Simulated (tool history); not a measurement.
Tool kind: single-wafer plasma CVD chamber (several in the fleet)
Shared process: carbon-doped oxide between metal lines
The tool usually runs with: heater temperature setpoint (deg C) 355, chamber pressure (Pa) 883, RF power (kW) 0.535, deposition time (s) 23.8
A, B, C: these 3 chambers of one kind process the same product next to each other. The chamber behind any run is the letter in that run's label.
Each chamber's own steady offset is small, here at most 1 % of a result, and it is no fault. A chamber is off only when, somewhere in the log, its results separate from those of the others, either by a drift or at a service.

| run | hour | heater temperature setpoint (deg C) | chamber pressure (Pa) | RF power (kW) | deposition time (s) | hours since the last thermocouple change | hours since the last RF generator calibration | hours since the last manometer calibration | read-back reference wafer on the same gauge, thickness_nm | mean film thickness on the monitor wafer (nm) |
|---|---|---|---|---|---|---|---|---|---|---|
| 1C | 13.7 | 355 | 883 | 0.535 | 23.8 | 599.6 | 469.0 | 650.0 | 115.07 | 130.92 |
| 2B | 28.0 | 355 | 883 | 0.535 | 23.8 | 1847.5 | 667.7 | 66.2 | 115.06 | 130.11 |
| 3A | 37.9 | 355 | 883 | 0.535 | 23.8 | 168.9 | 599.4 | 1947.3 | 115.14 | 130.01 |
| 4C | 45.3 | 355 | 883 | 0.535 | 23.8 | 631.2 | 500.6 | 681.6 | 115.19 | 130.59 |
|  | 56.9 | chamber B: thermocouple changed; heater temperature recalibrated |
| 5A | 60.1 | 355 | 883 | 0.535 | 23.8 | 191.1 | 621.6 | 1969.5 | 115.20 | 130.21 |
| 6B | 70.7 | 365 | 883 | 0.535 | 25.5 | 13.9 | 710.4 | 108.9 | 115.29 | 135.88 |
| 7A | 82.4 | 365 | 883 | 0.535 | 25.5 | 213.4 | 643.9 | 1991.8 | 115.24 | 135.91 |
| 8B | 96.8 | 365 | 883 | 0.535 | 25.5 | 40.0 | 736.5 | 135.0 | 115.29 | 135.85 |
| 9C | 108.8 | 355 | 883 | 0.535 | 23.8 | 694.7 | 564.1 | 745.1 | 115.36 | 130.83 |
| 10A | 122.8 | 355 | 883 | 0.535 | 23.8 | 253.8 | 684.3 | 2032.2 | 115.34 | 130.29 |
| 11B | 133.0 | 355 | 883 | 0.535 | 23.8 | 76.2 | 772.7 | 171.2 | 115.42 | 130.51 |
| 12C | 145.1 | 355 | 883 | 0.535 | 23.8 | 731.0 | 600.4 | 781.4 | 115.42 | 131.43 |
| 13C | 153.3 | 355 | 883 | 0.535 | 23.8 | 739.2 | 608.6 | 789.6 | 115.47 | 131.16 |
| 14A | 166.1 | 355 | 883 | 0.535 | 23.8 | 297.1 | 727.6 | 2075.5 | 115.51 | 130.67 |
| 15B | 181.5 | 355 | 883 | 0.535 | 23.8 | 124.7 | 821.2 | 219.7 | 115.55 | 130.47 |
| 16A | 191.2 | 355 | 883 | 0.535 | 23.8 | 322.2 | 752.7 | 2100.6 | 115.55 | 130.54 |
| 17C | 199.8 | 355 | 883 | 0.535 | 23.8 | 785.7 | 655.1 | 836.1 | 115.60 | 131.15 |
| 18B | 215.1 | 355 | 883 | 0.535 | 23.8 | 158.3 | 854.8 | 253.3 | 115.71 | 130.66 |
| 19A | 228.5 | 355 | 883 | 0.535 | 23.8 | 359.5 | 790.0 | 2137.9 | 115.69 | 130.80 |
| 20B | 241.8 | 355 | 883 | 0.535 | 23.8 | 185.0 | 881.5 | 280.0 | 115.77 | 130.37 |

Does one chamber stand apart from the rest, does the shared gauge drift, or is all well apart from small per-chamber offsets? Give the chamber and the most likely cause, where there is one.

It is the gauge, not a chamber: its drift shows up in every chamber's results at once, and no chamber is off.
Most likely cause: gauge reads high (%) = 0.679.
